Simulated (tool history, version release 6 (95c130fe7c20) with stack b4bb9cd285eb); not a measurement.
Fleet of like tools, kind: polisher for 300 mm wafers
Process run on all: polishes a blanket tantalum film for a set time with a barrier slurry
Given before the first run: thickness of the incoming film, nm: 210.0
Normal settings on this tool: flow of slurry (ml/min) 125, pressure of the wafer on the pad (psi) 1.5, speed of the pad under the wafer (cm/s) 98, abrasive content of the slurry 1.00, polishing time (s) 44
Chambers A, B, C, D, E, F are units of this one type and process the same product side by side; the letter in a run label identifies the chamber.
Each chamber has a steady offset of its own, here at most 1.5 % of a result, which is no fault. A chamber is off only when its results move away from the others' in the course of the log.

| run | hour | flow of slurry (ml/min) | pressure of the wafer on the pad (psi) | speed of the pad under the wafer (cm/s) | abrasive content of the slurry | polishing time (s) | wafers polished on this pad | hours since the slurry nozzle was cleaned | hours since the head pressure was calibrated | hours since the slurry blender was calibrated | film removed (nm) |
|---|---|---|---|---|---|---|---|---|---|---|---|
| 1D | 7.1 | 125 | 1.5 | 98 | 1.00 | 44 | 506 | 114.4 | 842.2 | 143.2 | 45.391 |
|  | 14.4 | chamber F: worn pad replaced by a new one |
| 2A | 17.9 | 125 | 1.5 | 98 | 1.00 | 44 | 362 | 228.0 | 970.8 | 197.2 | 46.248 |
|  | 20.2 | chamber F: head pressure recalibrated |
|  | 24.7 | chamber E: slurry blender recalibrated |
| 3E | 25.1 | 125 | 1.5 | 98 | 1.00 | 44 | 840 | 107.4 | 616.7 | 0.4 | 45.654 |
|  | 29.8 | chamber B: worn pad replaced by a new one |
| 4C | 31.6 | 125 | 1.5 | 98 | 1.00 | 44 | 817 | 613.8 | 155.3 | 96.5 | 44.822 |
|  | 32.0 | chamber D: worn pad replaced by a new one |
|  | 35.2 | chamber E: worn pad replaced by a new one |
| 5B | 39.7 | 125 | 1.5 | 98 | 1.00 | 44 | 136 | 91.0 | 562.0 | 62.3 | 44.941 |
| 6F | 44.9 | 125 | 1.5 | 98 | 1.00 | 44 | 420 | 79.0 | 24.7 | 205.4 | 45.671 |
| 7C | 56.1 | 125 | 1.5 | 98 | 1.00 | 44 | 1153 | 638.3 | 179.8 | 121.0 | 44.794 |
|  | 62.0 | chamber A: worn pad replaced by a new one |
| 8D | 64.9 | 125 | 1.5 | 98 | 1.00 | 44 | 452 | 172.2 | 900.0 | 201.0 | 45.269 |
|  | 68.0 | chamber C: worn pad replaced by a new one |
| 9F | 77.0 | 125 | 1.5 | 98 | 1.00 | 44 | 861 | 111.1 | 56.8 | 237.5 | 45.537 |
| 10E | 87.9 | 125 | 1.5 | 98 | 1.00 | 44 | 724 | 170.2 | 679.5 | 63.2 | 44.693 |
|  | 92.6 | chamber F: slurry blender recalibrated |
| 11B | 95.7 | 125 | 1.5 | 98 | 1.00 | 44 | 906 | 147.0 | 618.0 | 118.3 | 44.513 |
|  | 95.8 | chamber F: worn pad replaced by a new one |
| 12A | 102.0 | 125 | 1.5 | 98 | 1.00 | 44 | 550 | 312.1 | 1054.9 | 281.3 | 44.714 |
|  | 102.4 | chamber B: worn pad replaced by a new one |
|  | 108.4 | chamber E: worn pad replaced by a new one |
|  | 109.7 | chamber D: worn pad replaced by a new one |
| 13C | 111.4 | 125 | 1.5 | 98 | 1.00 | 32 | 597 | 693.6 | 235.1 | 176.3 | 32.393 |
| 14E | 121.1 | 125 | 1.5 | 98 | 1.00 | 32 | 175 | 203.4 | 712.7 | 96.4 | 32.923 |
|  | 124.1 | chamber A: worn pad replaced by a new one |
| 15B | 130.8 | 125 | 1.5 | 98 | 1.00 | 32 | 390 | 182.1 | 653.1 | 153.4 | 32.497 |
| 16A | 136.3 | 125 | 1.5 | 98 | 1.00 | 32 | 168 | 346.4 | 1089.2 | 315.6 | 33.352 |
|  | 139.5 | chamber C: slurry nozzle cleaned |
| 17D | 147.4 | 125 | 1.5 | 98 | 1.00 | 32 | 519 | 254.7 | 982.5 | 283.5 | 32.817 |
| 18F | 154.1 | 125 | 1.5 | 98 | 1.00 | 32 | 802 | 188.2 | 133.9 | 61.5 | 33.413 |
|  | 154.2 | chamber C: worn pad replaced by a new one |
|  | 154.9 | chamber A: head pressure recalibrated |
|  | 165.3 | chamber B: worn pad replaced by a new one |
|  | 165.3 | chamber B: slurry blender recalibrated |
| 19F | 165.3 | 125 | 1.5 | 98 | 1.00 | 44 | 956 | 199.4 | 145.1 | 72.7 | 45.434 |
|  | 167.4 | chamber E: worn pad replaced by a new one |
|  | 169.8 | chamber D: worn pad replaced by a new one |
| 20B | 170.7 | 125 | 1.5 | 98 | 1.00 | 44 | 75 | 222.0 | 693.0 | 5.4 | 44.148 |
|  | 177.1 | chamber C: slurry blender recalibrated |
| 21C | 177.9 | 125 | 1.5 | 98 | 1.00 | 44 | 326 | 38.5 | 301.6 | 0.8 | 44.704 |
|  | 178.2 | chamber F: worn pad replaced by a new one |
|  | 186.5 | chamber E: slurry blender recalibrated |
| 22A | 187.4 | 125 | 1.5 | 98 | 1.00 | 44 | 870 | 397.5 | 32.5 | 366.7 | 50.607 |
|  | 194.2 | chamber A: worn pad replaced by a new one |
| 23E | 197.0 | 125 | 1.5 | 98 | 1.00 | 44 | 407 | 279.3 | 788.6 | 10.6 | 44.799 |
| 24D | 205.6 | 125 | 1.5 | 110 | 1.25 | 44 | 493 | 312.9 | 1040.7 | 341.7 | 53.345 |
| 25C | 212.4 | 125 | 1.5 | 110 | 1.25 | 44 | 800 | 73.0 | 336.1 | 35.3 | 53.999 |
| 26F | 220.4 | 125 | 1.5 | 110 | 1.25 | 44 | 580 | 254.5 | 200.2 | 127.8 | 53.920 |
|  | 226.1 | chamber A: slurry blender recalibrated |
| 27B | 227.0 | 125 | 1.5 | 110 | 1.25 | 44 | 849 | 278.3 | 749.3 | 61.7 | 53.235 |
|  | 228.1 | chamber B: worn pad replaced by a new one |
|  | 231.5 | chamber D: worn pad replaced by a new one |
| 28D | 235.0 | 125 | 1.5 | 110 | 1.25 | 44 | 48 | 342.3 | 1070.1 | 371.1 | 54.304 |
|  | 235.5 | chamber C: worn pad replaced by a new one |
|  | 237.7 | chamber E: worn pad replaced by a new one |
| 29E | 241.4 | 125 | 1.5 | 110 | 1.25 | 44 | 51 | 323.7 | 833.0 | 55.0 | 53.791 |
|  | 248.2 | chamber D: slurry nozzle cleaned |
| 30A | 253.4 | 125 | 1.5 | 98 | 1.15 | 31 | 814 | 463.5 | 98.5 | 27.3 | 37.466 |
|  | 255.3 | chamber A: worn pad replaced by a new one |
|  | 258.2 | chamber A: slurry nozzle cleaned |
|  | 259.8 | chamber F: worn pad replaced by a new one |
| 31D | 263.8 | 125 | 1.5 | 98 | 1.15 | 31 | 444 | 15.7 | 1098.9 | 399.9 | 33.361 |
| 32C | 270.8 | 125 | 1.5 | 98 | 1.15 | 31 | 486 | 131.4 | 394.5 | 93.7 | 32.882 |
|  | 272.1 | chamber C: head pressure recalibrated |
| 33F | 281.4 | 125 | 1.5 | 98 | 1.15 | 31 | 297 | 315.5 | 261.2 | 188.8 | 33.107 |
| 34A | 288.2 | 125 | 1.5 | 98 | 1.15 | 31 | 452 | 30.1 | 133.3 | 62.1 | 37.671 |
|  | 293.6 | chamber B: worn pad replaced by a new one |
| 35E | 297.5 | 125 | 1.5 | 98 | 1.15 | 31 | 822 | 379.8 | 889.1 | 111.1 | 33.300 |
|  | 298.6 | chamber D: worn pad replaced by a new one |
| 36B | 307.9 | 125 | 1.5 | 128 | 1.00 | 44 | 196 | 359.2 | 830.2 | 142.6 | 58.902 |
|  | 312.9 | chamber F: slurry blender recalibrated |
|  | 314.9 | chamber D: slurry blender recalibrated |
| 37C | 317.7 | 125 | 1.5 | 128 | 1.00 | 44 | 1130 | 178.3 | 45.6 | 140.6 | 58.784 |
|  | 327.8 | chamber A: worn pad replaced by a new one |
| 38A | 329.0 | 125 | 1.5 | 128 | 1.00 | 44 | 17 | 70.9 | 174.1 | 102.9 | 66.873 |
|  | 335.1 | chamber F: worn pad replaced by a new one |
| 39F | 340.4 | 125 | 1.5 | 128 | 1.00 | 44 | 73 | 374.5 | 320.2 | 27.5 | 59.333 |
| 40D | 345.8 | 125 | 1.5 | 128 | 1.00 | 44 | 648 | 97.7 | 1180.9 | 30.9 | 59.450 |

One chamber off, gauge drift, or nothing amiss beyond the chambers' own small offsets? If it is a chamber, which one, and what is the likeliest cause?

After it was serviced, chamber A no longer matches the other chambers.
Likeliest cause: head's pressure above its setpoint, % = 11.8.

Here are 4 candidates for chamber A's next run, each the usual settings with a change, their results left as question marks. Which one brings its results back in line with what the others give on the usual settings?
To be in line, a result may differ from the other chambers' mean on the usual settings by at most: film removed (nm) 1.400
| 41A-1 | 354.4 | 125 | 1.6 | 104 | 1.00 | 44 |  |  |  |  | ? |
| 41A-2 | 354.4 | 150 | 1.5 | 98 | 1.00 | 44 |  |  |  |  | ? |
| 41A-3 | 354.4 | 125 | 1.5 | 94 | 1.00 | 44 |  |  |  |  | ? |
| 41A-4 | 354.4 | 125 | 1.5 | 98 | 1.00 | 39 |  |  |  |  | ? |

Other chambers, usual settings, mean: film removed (nm) 45.132
| run | film removed (nm) |
|---|---|
| 41A-1 | 57.817 |
| 41A-2 | 52.903 |
| 41A-3 | 49.041 |
| 41A-4 | 45.301 |
Change 41A-4 lands the chamber within the allowed miss of the other chambers.
